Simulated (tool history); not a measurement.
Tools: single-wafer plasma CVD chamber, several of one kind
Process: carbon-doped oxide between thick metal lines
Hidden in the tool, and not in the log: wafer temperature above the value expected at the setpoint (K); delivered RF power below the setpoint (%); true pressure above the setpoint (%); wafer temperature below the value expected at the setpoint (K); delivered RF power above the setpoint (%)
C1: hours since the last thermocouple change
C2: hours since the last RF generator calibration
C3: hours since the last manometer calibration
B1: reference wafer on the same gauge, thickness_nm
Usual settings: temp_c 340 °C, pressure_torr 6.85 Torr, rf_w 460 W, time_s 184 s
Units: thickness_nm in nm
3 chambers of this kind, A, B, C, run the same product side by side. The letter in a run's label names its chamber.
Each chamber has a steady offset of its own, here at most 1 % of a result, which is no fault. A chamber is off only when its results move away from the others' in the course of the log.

run 1B hour=6.1 | temp_c=340 pressure_torr=6.85 rf_w=460 time_s=184 | C1=352.3 C2=96.1 C3=1206.9 | B1=820.82 | thickness_nm=946.74
run 2C hour=13.9 | temp_c=340 pressure_torr=6.85 rf_w=460 time_s=184 | C1=73.1 C2=1823.6 C3=362 | B1=821.72 | thickness_nm=932.1
run 3A hour=20.4 | temp_c=340 pressure_torr=6.85 rf_w=460 time_s=184 | C1=407.3 C2=61.4 C3=815.1 | B1=821.29 | thickness_nm=941.3
run 4A hour=33.3 | temp_c=340 pressure_torr=6.85 rf_w=460 time_s=184 | C1=420.2 C2=74.3 C3=828 | B1=821.25 | thickness_nm=945.3
run 5B hour=40.5 | temp_c=347 pressure_torr=6.85 rf_w=460 time_s=184 | C1=386.7 C2=130.5 C3=1241.3 | B1=820.5 | thickness_nm=921.39
run 6C hour=48.3 | temp_c=347 pressure_torr=6.85 rf_w=460 time_s=184 | C1=107.5 C2=1858 C3=396.4 | B1=820.85 | thickness_nm=918.89
run 7B hour=57.7 | temp_c=347 pressure_torr=6.85 rf_w=460 time_s=184 | C1=403.9 C2=147.7 C3=1258.5 | B1=821.53 | thickness_nm=928.22
run 8C hour=71.1 | temp_c=340 pressure_torr=6.85 rf_w=460 time_s=184 | C1=130.3 C2=1880.8 C3=419.2 | B1=821.01 | thickness_nm=936.47
run 9A hour=80.5 | temp_c=340 pressure_torr=6.85 rf_w=460 time_s=184 | C1=467.4 C2=121.5 C3=875.2 | B1=821.64 | thickness_nm=940.78
run 10C hour=91.7 | temp_c=340 pressure_torr=6.85 rf_w=460 time_s=184 | C1=150.9 C2=1901.4 C3=439.8 | B1=820.87 | thickness_nm=936.35
run 11A hour=104.1 | temp_c=340 pressure_torr=8.35 rf_w=460 time_s=184 | C1=491 C2=145.1 C3=898.8 | B1=820.72 | thickness_nm=956.27
run 12B hour=115.7 | temp_c=340 pressure_torr=8.35 rf_w=460 time_s=184 | C1=461.9 C2=205.7 C3=1316.5 | B1=821.55 | thickness_nm=959.58
run 13B hour=128.9 | temp_c=340 pressure_torr=8.35 rf_w=460 time_s=184 | C1=475.1 C2=218.9 C3=1329.7 | B1=820.76 | thickness_nm=958.48
run 14A hour=139.8 | temp_c=340 pressure_torr=6.85 rf_w=460 time_s=184 | C1=526.7 C2=180.8 C3=934.5 | B1=820.81 | thickness_nm=947.38
run 15C hour=150.5 | temp_c=340 pressure_torr=6.85 rf_w=460 time_s=184 | C1=209.7 C2=1960.2 C3=498.6 | B1=821.13 | thickness_nm=941.28
run 16B hour=157.3 | temp_c=340 pressure_torr=6.85 rf_w=460 time_s=184 | C1=503.5 C2=247.3 C3=1358.1 | B1=820.7 | thickness_nm=948.92
run 17A hour=166.8 | temp_c=340 pressure_torr=6.85 rf_w=460 time_s=184 | C1=553.7 C2=207.8 C3=961.5 | B1=821.73 | thickness_nm=938.64
run 18C hour=174.7 | temp_c=340 pressure_torr=6.85 rf_w=405 time_s=184 | C1=233.9 C2=1984.4 C3=522.8 | B1=821.13 | thickness_nm=846.83
run 19A hour=182.7 | temp_c=340 pressure_torr=6.85 rf_w=405 time_s=184 | C1=569.6 C2=223.7 C3=977.4 | B1=820.46 | thickness_nm=863.67
run 20B hour=190 | temp_c=340 pressure_torr=6.85 rf_w=405 time_s=184 | C1=536.2 C2=280 C3=1390.8 | B1=821.14 | thickness_nm=860.18
run 21C hour=202.3 | temp_c=340 pressure_torr=6.85 rf_w=460 time_s=184 | C1=261.5 C2=2012 C3=550.4 | B1=820.88 | thickness_nm=934.27
run 22B hour=208.9 | temp_c=340 pressure_torr=6.85 rf_w=460 time_s=184 | C1=555.1 C2=298.9 C3=1409.7 | B1=820.57 | thickness_nm=945.48
run 23A hour=221.3 | temp_c=340 pressure_torr=6.85 rf_w=460 time_s=184 | C1=608.2 C2=262.3 C3=1016 | B1=820.65 | thickness_nm=948.77
run 24C hour=229.1 | temp_c=340 pressure_torr=6.85 rf_w=460 time_s=184 | C1=288.3 C2=2038.8 C3=577.2 | B1=821.37 | thickness_nm=943.1
run 25B hour=236.1 | temp_c=340 pressure_torr=6.85 rf_w=460 time_s=184 | C1=582.3 C2=326.1 C3=1436.9 | B1=821.14 | thickness_nm=942.4

What goes on in this fleet: one chamber off, a drifting gauge, or nothing beyond the chambers' own small offsets? Name the chamber and the cause, if any.

No chamber stands off beyond its own small offset, and the gauge holds steady.
